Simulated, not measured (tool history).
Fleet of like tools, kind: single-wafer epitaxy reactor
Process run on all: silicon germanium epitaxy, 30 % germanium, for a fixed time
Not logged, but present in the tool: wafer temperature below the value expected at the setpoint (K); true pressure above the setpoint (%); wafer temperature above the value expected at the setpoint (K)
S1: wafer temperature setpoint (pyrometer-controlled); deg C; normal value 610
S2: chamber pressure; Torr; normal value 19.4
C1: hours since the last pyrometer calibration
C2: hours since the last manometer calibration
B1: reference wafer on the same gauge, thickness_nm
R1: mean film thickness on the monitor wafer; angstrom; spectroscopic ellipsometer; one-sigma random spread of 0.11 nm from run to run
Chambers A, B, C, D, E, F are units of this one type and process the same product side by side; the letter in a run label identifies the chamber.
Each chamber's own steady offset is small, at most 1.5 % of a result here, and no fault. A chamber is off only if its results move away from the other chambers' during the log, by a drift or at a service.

run	day	S1	S2	C1	C2	B1	R1
1A	0.146	610	19.4	914.5	752.7	72.216	699.02
2B	0.308	610	19.4	1653.9	43.3	72.232	701.59
3C	0.471	610	19.4	1848.7	283.8	72.193	691.11
4F	0.621	610	19.4	1315.7	1162.0	72.239	699.38
5E	0.771	610	19.4	322.6	466.6	72.237	689.94
6D	1.008	610	19.4	954.0	1000.4	72.251	690.31
7D	1.300	610	19.4	961.0	1007.4	72.282	691.30
# day 1.425: chamber F: pyrometer calibrated
8A	1.467	610	19.4	946.2	784.4	72.295	700.24
9B	1.733	610	19.4	1688.1	77.5	72.307	702.70
10E	2.021	610	19.4	352.6	496.6	72.292	690.44
11F	2.262	616	19.4	20.1	1201.4	72.309	780.10
12C	2.433	616	19.4	1895.8	330.9	72.359	768.60
13D	2.708	616	19.4	994.8	1041.2	72.356	770.01
14E	2.988	616	19.4	375.8	519.8	72.364	768.27
15A	3.138	616	19.4	986.3	824.5	72.379	780.29
16C	3.304	616	19.4	1916.7	351.8	72.388	770.46
17F	3.442	610	19.4	48.4	1229.7	72.363	700.85
18B	3.712	610	19.4	1735.6	125.0	72.364	702.53
19E	3.888	602	24.0	397.4	541.4	72.393	651.10
20C	4.175	602	24.0	1937.6	372.7	72.440	655.32
21B	4.446	602	24.0	1753.2	142.6	72.425	664.47
22D	4.592	602	24.0	1040.0	1086.4	72.457	650.12
23A	4.796	602	24.0	1026.1	864.3	72.468	663.01
24F	4.988	602	24.0	85.5	1266.8	72.429	661.92
25F	5.262	597	19.4	92.1	1273.4	72.471	552.85
26D	5.404	597	19.4	1059.5	1105.9	72.477	546.60
# day 5.421: chamber D: capacitance manometer re-zeroed and calibrated
27B	5.583	597	19.4	1780.5	169.9	72.487	556.67
28C	5.758	597	19.4	1975.6	410.7	72.498	550.10
29A	5.904	597	19.4	1052.7	890.9	72.507	557.63
30E	6.171	597	19.4	452.2	596.2	72.541	546.30
31F	6.371	610	19.4	118.7	1300.0	72.522	705.23
32B	6.638	610	19.4	1805.8	195.2	72.540	704.57
33A	6.875	610	19.4	1076.0	914.2	72.559	703.17
34C	7.075	610	19.4	2007.2	442.3	72.591	695.50
35E	7.342	610	19.4	480.3	624.3	72.605	692.33
36D	7.475	610	19.4	1109.2	49.4	72.591	693.46
37F	7.758	610	19.4	152.0	1333.3	72.614	704.31
38C	8.012	610	19.4	2029.7	464.8	72.610	694.95
39A	8.242	610	19.4	1108.8	947.0	72.665	703.81

Has any chamber moved away from the others, gradually or after a service, or does the common gauge drift, or do the chambers differ only by their own small steady offsets? State the chamber and the most likely cause if one applies.

Gauge drift. The chambers move together only on paper, and none stands off.
Cause: gauge reads high (%) = 0.617.
